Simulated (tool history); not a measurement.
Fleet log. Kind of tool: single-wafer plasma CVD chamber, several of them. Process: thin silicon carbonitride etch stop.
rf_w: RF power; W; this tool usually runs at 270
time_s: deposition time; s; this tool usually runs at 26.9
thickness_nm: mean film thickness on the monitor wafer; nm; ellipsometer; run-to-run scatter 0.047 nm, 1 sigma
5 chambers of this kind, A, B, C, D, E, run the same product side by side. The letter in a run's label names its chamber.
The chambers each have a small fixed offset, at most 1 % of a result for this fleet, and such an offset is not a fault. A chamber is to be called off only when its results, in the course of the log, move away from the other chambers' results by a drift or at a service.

run,hour,rf_w,time_s,hours since the last thermocouple change,hours since the last RF generator calibration,"read-back reference wafer on the same gauge, thickness_nm",thickness_nm
1B,9.6,270,26.9,1712.2,589.9,17.905,16.770
2A,15.9,270,26.9,963.3,1192.5,17.890,16.737
3E,21.4,270,26.9,1321.2,142.7,17.893,16.612
4C,31.9,270,26.9,98.2,2011.9,17.901,16.773
5D,41.3,270,26.9,328.7,1881.5,17.895,16.629
6B,51.8,270,26.9,1754.4,632.1,17.905,16.852
7E,60.9,270,26.9,1360.7,182.2,17.911,16.676
8D,69.9,270,26.9,357.3,1910.1,17.902,16.717
9A,76.0,270,26.9,1023.4,1252.6,17.903,16.693
10C,86.4,270,26.9,152.7,2066.4,17.899,16.741
11A,92.2,270,26.9,1039.6,1268.8,17.893,16.680
12B,98.6,270,26.9,1801.2,678.9,17.893,16.784
13E,106.6,270,26.9,1406.4,227.9,17.920,16.788
14D,113.9,300,26.9,401.3,1954.1,17.883,17.181
# hour 117.4: chamber A: RF generator calibrated
15C,124.2,300,26.9,190.5,2104.2,17.895,17.180
16E,130.6,300,26.9,1430.4,251.9,17.898,17.331
17D,142.1,300,26.9,429.5,1982.3,17.903,17.143
18C,152.4,300,26.9,218.7,2132.4,17.897,17.225
19B,161.0,270,26.9,1863.6,741.3,17.892,16.804
20A,169.2,270,26.9,1116.6,51.9,17.910,16.745
21B,179.6,270,26.9,1882.2,759.9,17.887,16.824
22A,189.6,270,26.9,1137.0,72.3,17.895,16.811
23E,197.2,230,26.9,1497.0,318.5,17.901,16.000
24D,208.8,230,26.9,496.2,2049.0,17.912,15.823
25C,218.0,230,26.9,284.3,2198.0,17.896,16.000
26C,225.5,230,26.9,291.8,2205.5,17.915,15.929
27A,231.0,230,26.9,1178.4,113.7,17.889,15.968
28B,241.7,270,26.9,1944.3,822.0,17.895,16.841
29E,250.2,270,26.9,1550.0,371.5,17.901,16.831
30D,261.2,270,26.9,548.6,2101.4,17.880,16.652
31B,271.3,270,26.9,1973.9,851.6,17.900,16.808
32E,281.6,270,26.9,1581.4,402.9,17.896,16.695
33C,287.3,310,26.9,353.6,2267.3,17.912,17.311
34D,295.1,310,26.9,582.5,2135.3,17.893,17.433
35A,303.0,310,26.9,1250.4,185.7,17.903,17.470

Decide between three cases: one chamber stands off from its peers, the gauge reading all wafers drifts, or nothing is wrong past each chamber's small offset. Where a chamber is off, say which and what most likely put it there.

Neither any chamber nor the gauge drifts; the chambers differ only by their own small, steady offsets.
